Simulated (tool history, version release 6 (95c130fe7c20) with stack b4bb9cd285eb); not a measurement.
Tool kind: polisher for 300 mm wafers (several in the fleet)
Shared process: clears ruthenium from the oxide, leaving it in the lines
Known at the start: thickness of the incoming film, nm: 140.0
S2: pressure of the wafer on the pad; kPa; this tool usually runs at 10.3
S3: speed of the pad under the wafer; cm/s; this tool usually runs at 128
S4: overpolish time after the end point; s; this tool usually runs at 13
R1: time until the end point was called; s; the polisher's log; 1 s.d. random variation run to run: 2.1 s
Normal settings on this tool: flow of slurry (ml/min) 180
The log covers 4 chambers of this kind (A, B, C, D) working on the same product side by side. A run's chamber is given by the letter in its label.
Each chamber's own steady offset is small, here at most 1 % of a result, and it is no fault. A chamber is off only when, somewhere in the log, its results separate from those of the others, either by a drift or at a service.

{"run": "1B", "hour": 5.4, "flow of slurry (ml/min)": 180, "S2": 10.3, "S3": 128, "S4": 13, "R1": 114.84}
{"run": "2D", "hour": 8.6, "flow of slurry (ml/min)": 180, "S2": 10.3, "S3": 128, "S4": 13, "R1": 108.83}
{"run": "3C", "hour": 12.8, "flow of slurry (ml/min)": 180, "S2": 10.3, "S3": 128, "S4": 13, "R1": 112.57}
{"run": "4A", "hour": 17.5, "flow of slurry (ml/min)": 180, "S2": 10.3, "S3": 128, "S4": 13, "R1": 112.41}
{"run": "5C", "hour": 23.5, "flow of slurry (ml/min)": 180, "S2": 10.3, "S3": 128, "S4": 13, "R1": 110.28}
{"run": "6D", "hour": 28.2, "flow of slurry (ml/min)": 180, "S2": 10.3, "S3": 128, "S4": 13, "R1": 112.92}
{"run": "7B", "hour": 32.6, "flow of slurry (ml/min)": 180, "S2": 10.3, "S3": 128, "S4": 6, "R1": 115.88}
{"run": "8A", "hour": 36.5, "flow of slurry (ml/min)": 180, "S2": 10.3, "S3": 128, "S4": 6, "R1": 111.12}
{"hour": 36.6, "done": "chamber D: worn pad replaced by a new one"}
{"run": "9D", "hour": 41.8, "flow of slurry (ml/min)": 180, "S2": 10.3, "S3": 128, "S4": 6, "R1": 113.42}
{"run": "10A", "hour": 45.4, "flow of slurry (ml/min)": 180, "S2": 10.3, "S3": 128, "S4": 6, "R1": 112.5}
{"run": "11C", "hour": 51.3, "flow of slurry (ml/min)": 180, "S2": 10.3, "S3": 128, "S4": 13, "R1": 112.54}
{"run": "12B", "hour": 54.7, "flow of slurry (ml/min)": 180, "S2": 10.3, "S3": 128, "S4": 13, "R1": 112.24}
{"run": "13A", "hour": 57.9, "flow of slurry (ml/min)": 180, "S2": 10.3, "S3": 128, "S4": 13, "R1": 114.82}
{"hour": 58.8, "done": "chamber B: worn pad replaced by a new one"}
{"run": "14D", "hour": 63.9, "flow of slurry (ml/min)": 180, "S2": 10.3, "S3": 160, "S4": 13, "R1": 89.639}
{"run": "15B", "hour": 67.8, "flow of slurry (ml/min)": 180, "S2": 10.3, "S3": 160, "S4": 13, "R1": 90.632}
{"hour": 71.3, "done": "chamber C: worn pad replaced by a new one"}
{"run": "16C", "hour": 71.4, "flow of slurry (ml/min)": 180, "S2": 10.3, "S3": 160, "S4": 13, "R1": 93.748}
{"run": "17D", "hour": 76.6, "flow of slurry (ml/min)": 180, "S2": 10.3, "S3": 160, "S4": 13, "R1": 91.213}
{"run": "18A", "hour": 82.9, "flow of slurry (ml/min)": 180, "S2": 10.3, "S3": 128, "S4": 13, "R1": 117.85}
{"run": "19B", "hour": 85.9, "flow of slurry (ml/min)": 180, "S2": 10.3, "S3": 168, "S4": 13, "R1": 87.086}
{"run": "20C", "hour": 90.2, "flow of slurry (ml/min)": 180, "S2": 10.3, "S3": 168, "S4": 13, "R1": 87.93}
{"run": "21D", "hour": 93.8, "flow of slurry (ml/min)": 180, "S2": 10.3, "S3": 168, "S4": 13, "R1": 86.093}
{"run": "22C", "hour": 100.0, "flow of slurry (ml/min)": 180, "S2": 10.3, "S3": 168, "S4": 13, "R1": 87.186}
{"run": "23A", "hour": 104.6, "flow of slurry (ml/min)": 180, "S2": 10.3, "S3": 128, "S4": 13, "R1": 117.3}
{"hour": 107.2, "done": "chamber A: slurry nozzle cleaned"}
{"run": "24B", "hour": 110.9, "flow of slurry (ml/min)": 180, "S2": 10.3, "S3": 128, "S4": 13, "R1": 114.65}
{"run": "25C", "hour": 116.6, "flow of slurry (ml/min)": 180, "S2": 10.3, "S3": 128, "S4": 13, "R1": 110.85}
{"hour": 116.8, "done": "chamber D: slurry nozzle cleaned"}
{"run": "26B", "hour": 122.2, "flow of slurry (ml/min)": 180, "S2": 10.3, "S3": 128, "S4": 13, "R1": 115.51}
{"hour": 126.8, "done": "chamber D: worn pad replaced by a new one"}
{"run": "27D", "hour": 128.0, "flow of slurry (ml/min)": 180, "S2": 10.3, "S3": 128, "S4": 13, "R1": 110.25}
{"hour": 131.5, "done": "chamber B: worn pad replaced by a new one"}
{"run": "28A", "hour": 132.7, "flow of slurry (ml/min)": 180, "S2": 10.3, "S3": 128, "S4": 13, "R1": 116.61}
{"run": "29B", "hour": 139.3, "flow of slurry (ml/min)": 180, "S2": 10.3, "S3": 128, "S4": 13, "R1": 109.85}
{"run": "30C", "hour": 142.8, "flow of slurry (ml/min)": 180, "S2": 10.3, "S3": 128, "S4": 13, "R1": 116.15}
{"run": "31D", "hour": 148.6, "flow of slurry (ml/min)": 180, "S2": 10.3, "S3": 128, "S4": 13, "R1": 115.9}
{"run": "32A", "hour": 154.0, "flow of slurry (ml/min)": 180, "S2": 10.3, "S3": 128, "S4": 13, "R1": 122.92}
{"hour": 155.2, "done": "chamber C: worn pad replaced by a new one"}
{"run": "33B", "hour": 157.3, "flow of slurry (ml/min)": 180, "S2": 10.3, "S3": 128, "S4": 13, "R1": 116.14}
{"run": "34D", "hour": 160.5, "flow of slurry (ml/min)": 180, "S2": 10.3, "S3": 128, "S4": 13, "R1": 114.83}
{"run": "35C", "hour": 165.1, "flow of slurry (ml/min)": 180, "S2": 10.3, "S3": 128, "S4": 13, "R1": 117.14}

Does one chamber stand apart from the rest, does the shared gauge drift, or is all well apart from small per-chamber offsets? Give the chamber and the most likely cause, where there is one.

One chamber, A, drifts off from the rest bit by bit.
What lies behind it: removal rate lost through wear of the pad, % = 10.1.
Not necessarily distinguishable in this log from: head's pressure below its setpoint, %.

Here are 4 candidates for chamber A's next run, each the usual settings with a change, their results left as question marks. Which one brings its results back in line with what the others give on the usual settings?
Maximum distance from the other chambers' mean on the usual settings for a result to count as in line: R1 7.400 s
{"run": "36A-1", "hour": 170.0, "flow of slurry (ml/min)": 175, "S2": 10.3, "S3": 102, "S4": 13, "R1": "?"}
{"run": "36A-2", "hour": 170.0, "flow of slurry (ml/min)": 110, "S2": 10.3, "S3": 128, "S4": 13, "R1": "?"}
{"run": "36A-3", "hour": 170.0, "flow of slurry (ml/min)": 180, "S2": 11.0, "S3": 134, "S4": 13, "R1": "?"}
{"run": "36A-4", "hour": 170.0, "flow of slurry (ml/min)": 180, "S2": 13.1, "S3": 128, "S4": 13, "R1": "?"}

Mean of the other chambers on the usual settings: R1 113.680 s
run=36A-1 R1=158.270
run=36A-2 R1=137.080
run=36A-3 R1=112.210
run=36A-4 R1=98.816
Change 36A-3 lands the chamber within the allowed miss of the other chambers.
